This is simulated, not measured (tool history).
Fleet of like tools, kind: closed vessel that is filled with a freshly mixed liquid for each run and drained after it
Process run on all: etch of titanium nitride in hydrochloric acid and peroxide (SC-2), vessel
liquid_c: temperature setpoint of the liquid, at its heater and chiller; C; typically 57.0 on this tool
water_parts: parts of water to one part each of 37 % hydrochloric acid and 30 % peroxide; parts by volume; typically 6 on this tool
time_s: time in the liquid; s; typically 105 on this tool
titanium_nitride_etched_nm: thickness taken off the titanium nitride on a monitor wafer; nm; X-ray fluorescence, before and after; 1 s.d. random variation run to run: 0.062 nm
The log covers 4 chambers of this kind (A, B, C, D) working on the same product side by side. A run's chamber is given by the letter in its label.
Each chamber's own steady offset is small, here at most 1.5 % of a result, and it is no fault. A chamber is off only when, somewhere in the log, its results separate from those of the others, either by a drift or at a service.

run	hour	liquid_c	water_parts	time_s	hours since the thermometer was replaced	hours since the chemicals flow meter was replaced	hours since the drum of peroxide was connected	read-back film thickness of the titanium nitride reference wafer, read on the same gauge (nm)	titanium_nitride_etched_nm
1A	2.9	57.0	6	105	509.2	729.8	350.5	150.00	7.4118
2C	8.3	57.0	6	105	437.4	537.5	554.0	149.97	7.5583
3B	12.1	57.0	6	105	566.7	457.9	171.9	149.97	7.5252
4D	16.4	57.0	6	105	329.6	924.0	456.2	150.03	7.5897
5A	22.3	57.0	6	105	528.6	749.2	369.9	149.97	7.3530
6D	28.0	50.5	6	105	341.2	935.6	467.8	150.01	4.9104
7B	32.1	50.5	6	105	586.7	477.9	191.9	150.03	4.9262
8C	37.3	50.5	6	105	466.4	566.5	583.0	149.97	4.9582
9B	43.2	50.5	6	105	597.8	489.0	203.0	150.00	4.9821
10C	46.5	57.0	6	105	475.6	575.7	592.2	149.95	7.5889
11A	52.2	57.0	6	105	558.5	779.1	399.8	150.00	7.4607
12D	57.3	57.0	6	105	370.5	964.9	497.1	150.00	7.4557
13D	63.7	57.0	6	105	376.9	971.3	503.5	149.99	7.4710
14C	68.6	57.0	6	105	497.7	597.8	614.3	149.98	7.4804
15B	72.4	57.0	6	105	627.0	518.2	232.2	150.02	7.5930
16A	77.2	57.0	6	85	583.5	804.1	424.8	150.03	5.9475
17A	83.7	57.0	6	85	590.0	810.6	431.3	149.98	5.9554
18C	88.4	57.0	6	85	517.5	617.6	634.1	150.02	6.1830
19B	93.2	57.0	6	85	647.8	539.0	253.0	150.02	6.1449
20D	99.4	57.0	4	150	412.6	1007.0	539.2	150.03	13.8850
21D	104.7	57.0	4	150	417.9	1012.3	544.5	149.97	13.6870
22A	110.1	57.0	4	150	616.4	837.0	457.7	150.00	14.1400
23B	116.6	57.0	4	150	671.2	562.4	276.4	149.99	14.4560
24C	122.9	57.0	6	105	552.0	652.1	668.6	149.98	7.5598
25D	127.5	57.0	6	105	440.7	1035.1	567.3	150.00	7.1860
26B	131.2	49.5	6	135	685.8	577.0	291.0	149.95	5.8829
27C	137.5	49.5	6	135	566.6	666.7	683.2	150.00	5.9379
28A	141.2	49.5	6	135	647.5	868.1	488.8	150.02	5.9541
29D	145.5	49.5	6	135	458.7	1053.1	585.3	149.99	5.6343
30A	150.3	57.0	6	105	656.6	877.2	497.9	150.00	7.3537
31C	153.8	57.0	6	65	582.9	683.0	699.5	149.99	4.5711
32B	157.2	57.0	6	65	711.8	603.0	317.0	149.98	4.6878
33C	160.9	57.0	6	65	590.0	690.1	706.6	150.02	4.6451
34D	166.3	57.0	6	65	479.5	1073.9	606.1	150.02	4.2602
35A	172.2	57.0	6	105	678.5	899.1	519.8	150.02	7.4395
36B	178.7	57.0	6	105	733.3	624.5	338.5	150.01	7.5100
37C	183.2	52.0	6	50	612.3	712.4	728.9	150.01	2.5976
38A	186.3	52.0	6	50	692.6	913.2	533.9	149.99	2.5541
39B	189.5	52.0	6	50	744.1	635.3	349.3	150.01	2.6073
# hour 192.7: chamber D: new drum of peroxide connected
40D	193.2	52.0	6	50	506.4	1100.8	0.5	149.97	2.3622
41B	197.0	57.0	6	105	751.6	642.8	356.8	150.03	7.5102
42C	203.2	57.0	6	105	632.3	732.4	748.9	150.01	7.4397
43A	208.3	57.0	6	105	714.6	935.2	555.9	150.01	7.4272

What goes on in this fleet: one chamber off, a drifting gauge, or nothing beyond the chambers' own small offsets? Name the chamber and the cause, if any.

Little by little, chamber D moves away from the other chambers.
Cause: liquid colder than its thermometer reads (K) = 1.57.
The log may not tell that from: chemicals flow below the setpoint (%).

Here are 4 candidates for chamber D's next run, each the usual settings with a change, their results left as question marks. Which one brings its results back in line with what the others give on the usual settings?
Maximum distance from the other chambers' mean on the usual settings for a result to count as in line: titanium_nitride_etched_nm 0.2200 nm
44D-1	213.0	56.0	6	100					?
44D-2	213.0	57.0	6	125					?
44D-3	213.0	56.0	6	95					?
44D-4	213.0	58.0	6	110					?

The mean the other chambers reach with the usual settings: titanium_nitride_etched_nm 7.4885 nm
run	titanium_nitride_etched_nm
44D-1	6.0182
44D-2	8.0202
44D-3	5.7173
44D-4	7.5217
44D-4 is the one that brings the chamber's results back in line with the other chambers.
